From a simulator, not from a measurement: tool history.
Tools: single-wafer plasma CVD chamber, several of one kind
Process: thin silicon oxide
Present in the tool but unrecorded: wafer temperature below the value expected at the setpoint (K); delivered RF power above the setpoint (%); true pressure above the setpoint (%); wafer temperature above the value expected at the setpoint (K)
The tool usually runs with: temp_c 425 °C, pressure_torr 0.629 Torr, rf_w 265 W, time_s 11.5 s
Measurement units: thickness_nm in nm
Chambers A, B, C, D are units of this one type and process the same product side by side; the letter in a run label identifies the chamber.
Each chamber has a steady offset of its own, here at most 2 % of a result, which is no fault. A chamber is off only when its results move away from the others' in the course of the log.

run	day	temp_c	pressure_torr	rf_w	time_s	hours since the last thermocouple change	hours since the last RF generator calibration	hours since the last manometer calibration	read-back reference wafer on the same gauge, thickness_nm	thickness_nm
1A	0.283	425	0.629	265	11.5	32.1	510.8	1274.8	15.105	15.106
2B	0.504	425	0.629	265	11.5	653.8	796.6	813.5	15.102	15.385
3D	0.700	425	0.629	265	11.5	872.8	855.4	193.0	15.105	15.321
4C	1.025	425	0.629	265	11.5	927.8	673.8	1152.7	15.095	15.356
5C	1.196	425	0.629	265	11.5	931.9	677.9	1156.8	15.100	15.341
6D	1.483	425	0.629	265	11.5	891.6	874.2	211.8	15.102	15.330
7B	1.783	425	0.629	265	11.5	684.5	827.3	844.2	15.114	15.373
8A	2.042	419	0.777	265	11.5	74.3	553.0	1317.0	15.093	18.936
9C	2.229	419	0.777	265	11.5	956.7	702.7	1181.6	15.103	19.157
10B	2.442	419	0.777	265	11.5	700.3	843.1	860.0	15.105	19.260
# day 2.492: chamber B: capacitance manometer re-zeroed and calibrated
11A	2.675	419	0.777	265	11.5	89.5	568.2	1332.2	15.100	18.996
12D	2.942	425	0.629	265	11.5	926.6	909.2	246.8	15.094	15.451
13B	3.121	425	0.629	265	11.5	716.6	859.4	15.2	15.112	15.981
14C	3.317	425	0.629	265	11.5	982.8	728.8	1207.7	15.103	15.336
15D	3.558	425	0.629	265	11.5	941.4	924.0	261.6	15.104	15.261
16A	3.908	425	0.539	265	11.5	119.1	597.8	1361.8	15.096	12.739
17C	4.112	425	0.539	265	11.5	1001.9	747.9	1226.8	15.110	13.033
18B	4.417	425	0.539	265	11.5	747.7	890.5	46.3	15.105	13.413
19D	4.775	425	0.539	265	11.5	970.6	953.2	290.8	15.110	13.041
20A	4.962	425	0.629	265	11.5	144.4	623.1	1387.1	15.099	15.188
# day 5.096: chamber D: RF generator calibrated
21C	5.329	425	0.629	265	11.5	1031.1	777.1	1256.0	15.111	15.317
22B	5.608	425	0.629	265	11.5	776.3	919.1	74.9	15.101	15.907
23A	5.975	425	0.629	265	11.5	168.7	647.4	1411.4	15.096	15.182
24D	6.238	425	0.629	265	11.5	1005.7	27.4	325.9	15.088	15.414

Is one chamber out of step, is the gauge drifting, or do the chambers differ by no more than their own small offsets? For an off chamber, give its letter and the likeliest cause.

Chamber B has stood off from the others ever since a service on it.
What lies behind it: true pressure above the setpoint (%) = 3.19.

Below are 4 candidate recipes for chamber B's next run, each the usual settings with a change, their results shown as question marks. Which of them brings B's results back in line with what the other chambers give on the usual settings?
Allowed miss from the other chambers' usual-settings mean, per result, to count as in line: thickness_nm 0.150 nm
25B-1	6.512	425	0.615	265	11.3					?
25B-2	6.512	425	0.644	265	11.7					?
25B-3	6.512	425	0.666	265	11.5					?
25B-4	6.512	425	0.598	260	11.5					?

Average result of the remaining chambers running the usual settings: thickness_nm 15.282 nm
run	thickness_nm
25B-1	15.272
25B-2	16.621
25B-3	16.937
25B-4	14.949
Change 25B-1 lands the chamber within the allowed miss of the other chambers.

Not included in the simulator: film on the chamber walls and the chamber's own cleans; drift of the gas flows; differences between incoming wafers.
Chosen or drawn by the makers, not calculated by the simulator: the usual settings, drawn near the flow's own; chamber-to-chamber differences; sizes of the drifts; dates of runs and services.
